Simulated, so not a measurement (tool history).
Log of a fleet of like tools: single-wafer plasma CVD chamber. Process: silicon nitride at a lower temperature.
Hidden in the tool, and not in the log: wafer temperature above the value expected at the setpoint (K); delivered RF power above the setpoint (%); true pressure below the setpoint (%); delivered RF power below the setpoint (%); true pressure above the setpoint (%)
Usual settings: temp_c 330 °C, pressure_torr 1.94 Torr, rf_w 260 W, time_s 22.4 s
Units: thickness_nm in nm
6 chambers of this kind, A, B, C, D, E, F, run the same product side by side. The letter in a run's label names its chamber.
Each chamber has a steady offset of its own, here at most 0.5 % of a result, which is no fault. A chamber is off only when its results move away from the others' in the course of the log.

run   hour  temp_c  pressure_torr  rf_w  time_s  hours since the last thermocouple change  hours since the last RF generator calibration  hours since the last manometer calibration  read-back reference wafer on the same gauge, thickness_nm  thickness_nm
 1C    4.8     330           1.94   260    22.4                                    1292.8                                         1025.5                                       908.5                                                     21.991        25.196
 2F    7.3     330           1.94   260    22.4                                     366.5                                          596.7                                       104.6                                                     22.024        25.150
 3D   11.1     330           1.94   260    22.4                                     289.0                                         1408.3                                       195.5                                                     21.997        25.379
 4B   16.1     330           1.94   260    22.4                                    2176.1                                          697.8                                       531.0                                                     22.008        25.329
 5A   19.2     330           1.94   260    22.4                                      50.0                                         2059.8                                       713.0                                                     22.005        25.270
 6E   24.1     330           1.94   260    22.4                                    2169.8                                         1684.2                                        48.7                                                     22.003        25.176
 7E   27.7     330           1.94   260    22.4                                    2173.4                                         1687.8                                        52.3                                                     22.022        25.159
 8F   31.3     330           1.94   260    22.4                                     390.5                                          620.7                                       128.6                                                     22.006        25.268
 9A   34.0     330           1.94   260    22.4                                      64.8                                         2074.6                                       727.8                                                     22.008        25.535
10B   36.8     330           1.94   260    22.4                                    2196.8                                          718.5                                       551.7                                                     22.012        25.217
11C   39.8     330           1.94   260    22.4                                    1327.8                                         1060.5                                       943.5                                                     22.017        25.182
12D   42.3     330           1.94   260    22.4                                     320.2                                         1439.5                                       226.7                                                     21.995        25.260
13E   45.7     330           1.94   260    22.4                                    2191.4                                         1705.8                                        70.3                                                     21.995        25.169
14F   48.6     330           1.94   260    22.4                                     407.8                                          638.0                                       145.9                                                     22.020        25.166
15A   51.3     330           1.94   260    22.4                                      82.1                                         2091.9                                       745.1                                                     22.010        25.355
16C   56.0     330           1.94   260    22.4                                    1344.0                                         1076.7                                       959.7                                                     21.992        25.341
17D   58.4     330           1.94   260    22.4                                     336.3                                         1455.6                                       242.8                                                     22.004        25.429
18B   61.4     330           1.94   260    22.4                                    2221.4                                          743.1                                       576.3                                                     22.011        25.254
19E   63.6     325           1.94   260    26.5                                    2209.3                                         1723.7                                        88.2                                                     22.001        29.864
20A   66.7     325           1.94   260    26.5                                      97.5                                         2107.3                                       760.5                                                     22.007        30.002
21D   69.2     325           1.94   260    26.5                                     347.1                                         1466.4                                       253.6                                                     21.996        30.029
22C   73.4     325           1.94   260    26.5                                    1361.4                                         1094.1                                       977.1                                                     22.010        29.851
23B   76.9     325           1.94   260    26.5                                    2236.9                                          758.6                                       591.8                                                     21.981        29.899
24F   79.7     325           1.94   260    26.5                                     438.9                                          669.1                                       177.0                                                     21.986        30.035
25A   83.8     330           1.94   260    22.4                                     114.6                                         2124.4                                       777.6                                                     22.005        25.348
26B   87.2     330           1.94   290    22.4                                    2247.2                                          768.9                                       602.1                                                     21.996        27.192
27C   91.8     330           1.94   290    22.4                                    1379.8                                         1112.5                                       995.5                                                     22.003        27.420
      93.1  -- chamber C: RF generator calibrated
28D   95.5     330           1.94   290    22.4                                     373.4                                         1492.7                                       279.9                                                     22.001        27.342
29F   99.5     330           1.94   290    22.4                                     458.7                                          688.9                                       196.8                                                     21.998        27.345
30E  104.3     330           1.94   290    22.4                                    2250.0                                         1764.4                                       128.9                                                     21.997        27.347
     105.3  -- chamber E: thermocouple changed; heater temperature recalibrated
31A  108.6     330           1.94   290    22.4                                     139.4                                         2149.2                                       802.4                                                     21.997        27.398
32B  111.8     330           1.94   260    22.4                                    2271.8                                          793.5                                       626.7                                                     22.009        25.303
33E  115.9     330           1.94   260    22.4                                      10.6                                         1776.0                                       140.5                                                     21.998        25.306
34D  120.8     330           1.55   260    22.4                                     398.7                                         1518.0                                       305.2                                                     21.991        23.747
35C  123.1     330           1.55   260    22.4                                    1411.1                                           30.0                                      1026.8                                                     22.016        23.740
36F  126.4     330           1.55   260    22.4                                     485.6                                          715.8                                       223.7                                                     21.989        23.702
37B  130.7     330           1.55   260    22.4                                    2290.7                                          812.4                                       645.6                                                     22.011        23.805
38F  133.1     330           1.55   260    22.4                                     492.3                                          722.5                                       230.4                                                     22.007        23.678
39C  137.2     330           1.55   260    22.4                                    1425.2                                           44.1                                      1040.9                                                     22.008        23.649
40A  141.2     330           1.94   260    22.4                                     172.0                                         2181.8                                       835.0                                                     21.991        25.391
41E  145.6     330           1.94   260    22.4                                      40.3                                         1805.7                                       170.2                                                     22.005        25.350
42D  148.4     330           1.94   260    22.4                                     426.3                                         1545.6                                       332.8                                                     21.987        25.234
43B  151.6     330           1.94   260    22.4                                    2311.6                                          833.3                                       666.5                                                     21.999        25.345
44E  155.4     330           1.94   260    22.4                                      50.1                                         1815.5                                       180.0                                                     22.000        25.311

What goes on in this fleet: one chamber off, a drifting gauge, or nothing beyond the chambers' own small offsets? Name the chamber and the cause, if any.

No chamber stands off beyond its own small offset, and the gauge holds steady.
